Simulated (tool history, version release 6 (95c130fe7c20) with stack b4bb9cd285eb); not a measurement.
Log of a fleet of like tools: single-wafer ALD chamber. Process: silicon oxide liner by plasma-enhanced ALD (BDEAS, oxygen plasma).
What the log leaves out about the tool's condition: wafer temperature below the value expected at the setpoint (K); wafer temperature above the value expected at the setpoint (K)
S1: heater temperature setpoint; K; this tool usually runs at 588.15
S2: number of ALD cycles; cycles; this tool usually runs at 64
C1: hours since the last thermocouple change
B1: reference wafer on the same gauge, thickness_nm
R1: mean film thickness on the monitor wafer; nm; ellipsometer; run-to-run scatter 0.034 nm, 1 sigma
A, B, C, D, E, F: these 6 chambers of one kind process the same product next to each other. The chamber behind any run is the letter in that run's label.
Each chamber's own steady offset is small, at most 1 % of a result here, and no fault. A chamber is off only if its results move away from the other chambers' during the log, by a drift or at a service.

{"run": "1F", "hour": 4.7, "S1": 588.15, "S2": 64, "C1": 1409.7, "B1": 4.8459, "R1": 5.8659}
{"run": "2C", "hour": 9.5, "S1": 588.15, "S2": 64, "C1": 498.2, "B1": 4.8425, "R1": 5.8818}
{"run": "3A", "hour": 15.3, "S1": 588.15, "S2": 64, "C1": 1107.2, "B1": 4.8528, "R1": 5.738}
{"run": "4E", "hour": 23.2, "S1": 588.15, "S2": 64, "C1": 729.2, "B1": 4.853, "R1": 5.7913}
{"run": "5D", "hour": 30.0, "S1": 588.15, "S2": 64, "C1": 1304.2, "B1": 4.8529, "R1": 5.7818}
{"run": "6B", "hour": 37.4, "S1": 588.15, "S2": 64, "C1": 68.5, "B1": 4.86, "R1": 5.8523}
{"run": "7F", "hour": 43.2, "S1": 588.15, "S2": 64, "C1": 1448.2, "B1": 4.8549, "R1": 5.8576}
{"run": "8B", "hour": 48.5, "S1": 588.15, "S2": 64, "C1": 79.6, "B1": 4.8528, "R1": 5.8883}
{"run": "9D", "hour": 57.5, "S1": 588.15, "S2": 64, "C1": 1331.7, "B1": 4.8462, "R1": 5.8859}
{"run": "10E", "hour": 65.6, "S1": 600.15, "S2": 64, "C1": 771.6, "B1": 4.8443, "R1": 5.6995}
{"run": "11A", "hour": 74.6, "S1": 600.15, "S2": 64, "C1": 1166.5, "B1": 4.8475, "R1": 5.7477}
{"run": "12C", "hour": 83.4, "S1": 600.15, "S2": 64, "C1": 572.1, "B1": 4.8505, "R1": 5.7293}
{"run": "13B", "hour": 90.6, "S1": 600.15, "S2": 64, "C1": 121.7, "B1": 4.849, "R1": 5.7379}
{"run": "14D", "hour": 96.4, "S1": 600.15, "S2": 64, "C1": 1370.6, "B1": 4.8496, "R1": 5.7275}
{"run": "15C", "hour": 104.3, "S1": 600.15, "S2": 64, "C1": 593.0, "B1": 4.855, "R1": 5.7985}
{"run": "16F", "hour": 111.5, "S1": 588.15, "S2": 64, "C1": 1516.5, "B1": 4.8535, "R1": 5.853}
{"run": "17E", "hour": 116.6, "S1": 588.15, "S2": 64, "C1": 822.6, "B1": 4.8515, "R1": 5.8313}
{"run": "18A", "hour": 121.9, "S1": 588.15, "S2": 64, "C1": 1213.8, "B1": 4.8519, "R1": 5.7882}
{"run": "19B", "hour": 126.2, "S1": 588.15, "S2": 64, "C1": 157.3, "B1": 4.8541, "R1": 5.8327}
{"run": "20F", "hour": 131.0, "S1": 588.15, "S2": 64, "C1": 1536.0, "B1": 4.8465, "R1": 5.8727}
{"run": "21E", "hour": 136.3, "S1": 588.15, "S2": 64, "C1": 842.3, "B1": 4.8461, "R1": 5.8378}
{"run": "22A", "hour": 141.6, "S1": 588.15, "S2": 64, "C1": 1233.5, "B1": 4.8521, "R1": 5.8284}
{"run": "23D", "hour": 145.7, "S1": 588.15, "S2": 64, "C1": 1419.9, "B1": 4.8518, "R1": 5.8298}
{"run": "24C", "hour": 154.9, "S1": 588.15, "S2": 64, "C1": 643.6, "B1": 4.8506, "R1": 5.9075}
{"run": "25E", "hour": 161.4, "S1": 588.15, "S2": 64, "C1": 867.4, "B1": 4.8569, "R1": 5.8436}
{"run": "26D", "hour": 167.7, "S1": 588.15, "S2": 64, "C1": 1441.9, "B1": 4.8435, "R1": 5.7776}
{"run": "27B", "hour": 172.3, "S1": 588.15, "S2": 64, "C1": 203.4, "B1": 4.8542, "R1": 5.9477}
{"run": "28A", "hour": 177.9, "S1": 588.15, "S2": 64, "C1": 1269.8, "B1": 4.8434, "R1": 5.8431}
{"run": "29F", "hour": 182.2, "S1": 588.15, "S2": 64, "C1": 1587.2, "B1": 4.8526, "R1": 5.9028}
{"run": "30C", "hour": 187.4, "S1": 588.15, "S2": 64, "C1": 676.1, "B1": 4.8483, "R1": 5.8452}
{"run": "31D", "hour": 194.5, "S1": 588.15, "S2": 64, "C1": 1468.7, "B1": 4.8482, "R1": 5.8586}
{"run": "32F", "hour": 199.6, "S1": 588.15, "S2": 64, "C1": 1604.6, "B1": 4.8487, "R1": 5.8689}
{"run": "33C", "hour": 203.9, "S1": 588.15, "S2": 64, "C1": 692.6, "B1": 4.8485, "R1": 5.869}
{"run": "34A", "hour": 213.0, "S1": 588.15, "S2": 64, "C1": 1304.9, "B1": 4.8511, "R1": 5.8316}
{"run": "35B", "hour": 217.4, "S1": 588.15, "S2": 64, "C1": 248.5, "B1": 4.849, "R1": 5.8825}
{"run": "36E", "hour": 224.4, "S1": 588.15, "S2": 64, "C1": 930.4, "B1": 4.8459, "R1": 5.7923}
{"run": "37B", "hour": 231.1, "S1": 588.15, "S2": 64, "C1": 262.2, "B1": 4.8481, "R1": 5.8717}
{"run": "38D", "hour": 237.8, "S1": 588.15, "S2": 64, "C1": 1512.0, "B1": 4.8541, "R1": 5.8547}
{"run": "39E", "hour": 243.7, "S1": 588.15, "S2": 64, "C1": 949.7, "B1": 4.8548, "R1": 5.821}
{"run": "40F", "hour": 252.6, "S1": 588.15, "S2": 64, "C1": 1657.6, "B1": 4.8489, "R1": 5.8568}

All chambers now run identical settings, listed one chamber a line with results as question marks. What results will each chamber show?
{"run": "41A", "hour": 259.2, "S1": 588.15, "S2": 64, "R1": "?"}
{"run": "41B", "hour": 259.2, "S1": 588.15, "S2": 64, "R1": "?"}
{"run": "41C", "hour": 259.2, "S1": 588.15, "S2": 64, "R1": "?"}
{"run": "41D", "hour": 259.2, "S1": 588.15, "S2": 64, "R1": "?"}
{"run": "41E", "hour": 259.2, "S1": 588.15, "S2": 64, "R1": "?"}
{"run": "41F", "hour": 259.2, "S1": 588.15, "S2": 64, "R1": "?"}

run=41A R1=5.7805
run=41B R1=5.8348
run=41C R1=5.8060
run=41D R1=5.7805
run=41E R1=5.8032
run=41F R1=5.8317
